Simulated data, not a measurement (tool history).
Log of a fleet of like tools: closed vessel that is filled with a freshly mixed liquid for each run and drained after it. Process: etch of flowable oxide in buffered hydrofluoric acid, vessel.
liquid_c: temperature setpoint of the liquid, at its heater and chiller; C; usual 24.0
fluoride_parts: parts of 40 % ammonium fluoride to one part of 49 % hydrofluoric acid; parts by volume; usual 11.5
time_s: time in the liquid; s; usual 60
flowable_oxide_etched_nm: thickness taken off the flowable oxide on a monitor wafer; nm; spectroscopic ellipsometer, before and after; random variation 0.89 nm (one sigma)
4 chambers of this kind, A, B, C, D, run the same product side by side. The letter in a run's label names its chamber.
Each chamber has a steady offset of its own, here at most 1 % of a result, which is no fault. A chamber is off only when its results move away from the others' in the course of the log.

run	hour	liquid_c	fluoride_parts	time_s	read-back film thickness of the flowable oxide reference wafer, read on the same gauge (nm)	flowable_oxide_etched_nm
1B	11.8	24.0	11.5	60	110.03	113.870
2C	22.4	24.0	11.5	60	110.01	116.220
3D	37.7	24.0	11.5	60	109.99	117.410
# hour 39.0: chamber D: thermometer replaced
4A	53.2	24.0	11.5	60	109.99	115.590
5D	61.2	24.0	11.5	60	109.98	116.670
6B	77.2	24.0	14.5	60	110.03	93.038
7C	87.6	24.0	14.5	60	109.98	90.887
8A	100.8	24.0	14.5	60	110.04	92.095
9C	114.9	24.0	14.5	60	109.98	93.918
10D	129.2	24.0	11.5	60	109.99	117.500
# hour 135.9: chamber C: thermometer replaced
11B	138.2	26.5	8.0	60	109.99	181.150
12A	151.2	26.5	8.0	60	109.98	188.340
13C	164.0	26.5	8.0	60	109.96	181.890
# hour 173.6: chamber B: hydrofluoric acid flow meter replaced
14D	179.4	26.5	8.0	60	110.02	185.430
15B	191.3	24.0	11.5	45	109.98	85.920
16A	207.0	24.0	11.5	45	110.00	88.024
17C	221.8	24.0	11.5	45	110.03	86.530
18B	235.3	24.0	11.5	45	109.95	87.432
19A	245.7	24.0	11.5	60	109.98	117.100
20D	254.9	24.0	11.5	60	109.97	115.700
21A	265.4	24.0	11.5	60	109.95	117.260
22C	281.4	24.0	11.5	60	109.97	116.050
# hour 287.3: chamber C: hydrofluoric acid flow meter replaced
23B	289.9	24.0	11.5	60	110.03	115.560
24D	303.5	24.0	11.5	60	110.00	116.460
25D	313.8	24.0	11.5	60	110.02	117.690
26B	324.0	24.0	11.5	60	109.94	115.550
27C	335.6	24.0	11.5	60	109.98	116.350
28A	348.3	24.0	11.5	60	109.97	116.620
29A	361.6	24.0	11.5	60	109.98	118.460
30B	369.2	20.0	11.5	60	110.02	92.347
31C	377.0	20.0	11.5	60	110.07	93.877

Is one chamber off against the others, does the gauge drift, or is nothing wrong? If a chamber is off, say which, and what the likeliest cause is.

No chamber stands off beyond its own small offset, and the gauge holds steady.
